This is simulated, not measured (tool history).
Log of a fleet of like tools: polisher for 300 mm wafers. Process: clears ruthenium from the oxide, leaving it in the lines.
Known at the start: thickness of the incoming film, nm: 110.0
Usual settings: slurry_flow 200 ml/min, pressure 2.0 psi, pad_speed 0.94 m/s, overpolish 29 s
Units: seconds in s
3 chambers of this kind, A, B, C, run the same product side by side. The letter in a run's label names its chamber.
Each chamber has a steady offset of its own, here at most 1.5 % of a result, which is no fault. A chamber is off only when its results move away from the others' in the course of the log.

| run | hour | slurry_flow | pressure | pad_speed | overpolish | wafers polished on this pad | hours since the slurry nozzle was cleaned | hours since the head pressure was calibrated | seconds |
|---|---|---|---|---|---|---|---|---|---|
| 1C | 13.6 | 200 | 2.0 | 0.94 | 29 | 809 | 573.5 | 1039.7 | 98.122 |
| 2B | 25.9 | 200 | 2.0 | 0.94 | 29 | 1016 | 34.3 | 408.8 | 100.920 |
| 3A | 40.0 | 200 | 2.0 | 0.94 | 29 | 579 | 390.8 | 232.7 | 98.552 |
| 4B | 53.2 | 200 | 2.0 | 0.94 | 29 | 1150 | 61.6 | 436.1 | 99.578 |
| 5A | 66.1 | 200 | 2.0 | 0.94 | 29 | 707 | 416.9 | 258.8 | 102.910 |
|  | 67.5 | chamber A: worn pad replaced by a new one |
| 6C | 75.6 | 200 | 2.0 | 0.94 | 29 | 1113 | 635.5 | 1101.7 | 102.710 |
|  | 86.8 | chamber C: slurry nozzle cleaned |
| 7B | 86.9 | 200 | 2.0 | 1.04 | 29 | 1315 | 95.3 | 469.8 | 87.756 |
| 8A | 98.8 | 200 | 2.0 | 1.04 | 29 | 153 | 449.6 | 291.5 | 95.207 |
| 9C | 107.4 | 200 | 2.0 | 1.04 | 29 | 1269 | 20.6 | 1133.5 | 95.985 |
| 10B | 118.8 | 200 | 2.0 | 0.94 | 29 | 1471 | 127.2 | 501.7 | 102.390 |
|  | 122.6 | chamber B: worn pad replaced by a new one |
| 11A | 131.2 | 200 | 2.0 | 0.94 | 29 | 312 | 482.0 | 323.9 | 102.320 |
| 12C | 137.7 | 200 | 2.0 | 0.94 | 29 | 1417 | 50.9 | 1163.8 | 104.410 |
| 13A | 145.2 | 200 | 2.0 | 0.94 | 29 | 381 | 496.0 | 337.9 | 104.420 |
|  | 149.2 | chamber C: worn pad replaced by a new one |
| 14C | 156.6 | 200 | 2.0 | 0.94 | 29 | 36 | 69.8 | 1182.7 | 102.100 |
| 15B | 166.2 | 200 | 2.0 | 0.94 | 29 | 213 | 174.6 | 549.1 | 98.348 |
| 16C | 172.8 | 200 | 1.7 | 0.94 | 29 | 116 | 86.0 | 1198.9 | 120.380 |
| 17A | 187.0 | 200 | 1.7 | 0.94 | 29 | 586 | 537.8 | 379.7 | 122.150 |
| 18B | 197.2 | 200 | 1.7 | 0.94 | 29 | 365 | 205.6 | 580.1 | 122.630 |
| 19A | 209.6 | 200 | 2.0 | 0.94 | 29 | 697 | 560.4 | 402.3 | 102.530 |
| 20B | 218.0 | 200 | 2.0 | 0.94 | 29 | 467 | 226.4 | 600.9 | 102.180 |
|  | 229.4 | chamber A: worn pad replaced by a new one |
| 21C | 231.8 | 200 | 2.0 | 0.94 | 29 | 405 | 145.0 | 1257.9 | 102.680 |
| 22C | 245.4 | 200 | 2.5 | 0.94 | 29 | 472 | 158.6 | 1271.5 | 80.886 |
| 23A | 252.7 | 200 | 2.5 | 0.94 | 29 | 114 | 603.5 | 445.4 | 80.622 |
| 24B | 263.9 | 200 | 2.5 | 0.94 | 29 | 693 | 272.3 | 646.8 | 79.691 |
| 25C | 274.2 | 200 | 2.0 | 0.94 | 29 | 613 | 187.4 | 1300.3 | 100.480 |
| 26A | 280.9 | 200 | 2.0 | 0.94 | 29 | 252 | 631.7 | 473.6 | 100.920 |
| 27B | 290.4 | 200 | 2.0 | 0.94 | 29 | 823 | 298.8 | 673.3 | 99.791 |
| 28B | 299.9 | 200 | 2.0 | 0.82 | 35 | 869 | 308.3 | 682.8 | 114.410 |
| 29C | 306.7 | 200 | 2.0 | 0.82 | 35 | 772 | 219.9 | 1332.8 | 110.930 |
|  | 308.3 | chamber C: head pressure recalibrated |
|  | 315.7 | chamber A: head pressure recalibrated |
| 30A | 316.0 | 200 | 2.0 | 0.82 | 35 | 424 | 666.8 | 0.3 | 118.290 |
| 31B | 326.0 | 200 | 2.0 | 0.94 | 29 | 997 | 334.4 | 708.9 | 101.610 |
| 32A | 334.9 | 200 | 2.0 | 0.94 | 29 | 517 | 685.7 | 19.2 | 102.970 |
| 33C | 346.4 | 235 | 2.0 | 0.94 | 41 | 967 | 259.6 | 38.1 | 96.718 |
| 34B | 356.4 | 235 | 2.0 | 0.94 | 41 | 1146 | 364.8 | 739.3 | 98.701 |
| 35A | 370.1 | 235 | 2.0 | 0.94 | 41 | 690 | 720.9 | 54.4 | 97.556 |
| 36C | 380.0 | 200 | 2.0 | 0.94 | 29 | 1132 | 293.2 | 71.7 | 98.483 |
| 37C | 388.4 | 200 | 2.0 | 0.94 | 29 | 1173 | 301.6 | 80.1 | 100.640 |

All 3 chambers run these settings next. Forecast each chamber's results:
| 38A | 398.7 | 200 | 2.0 | 0.94 | 29 |  |  |  | ? |
| 38B | 398.7 | 200 | 2.0 | 0.94 | 29 |  |  |  | ? |
| 38C | 398.7 | 200 | 2.0 | 0.94 | 29 |  |  |  | ? |

| run | seconds |
|---|---|
| 38A | 103.800 |
| 38B | 102.050 |
| 38C | 102.120 |
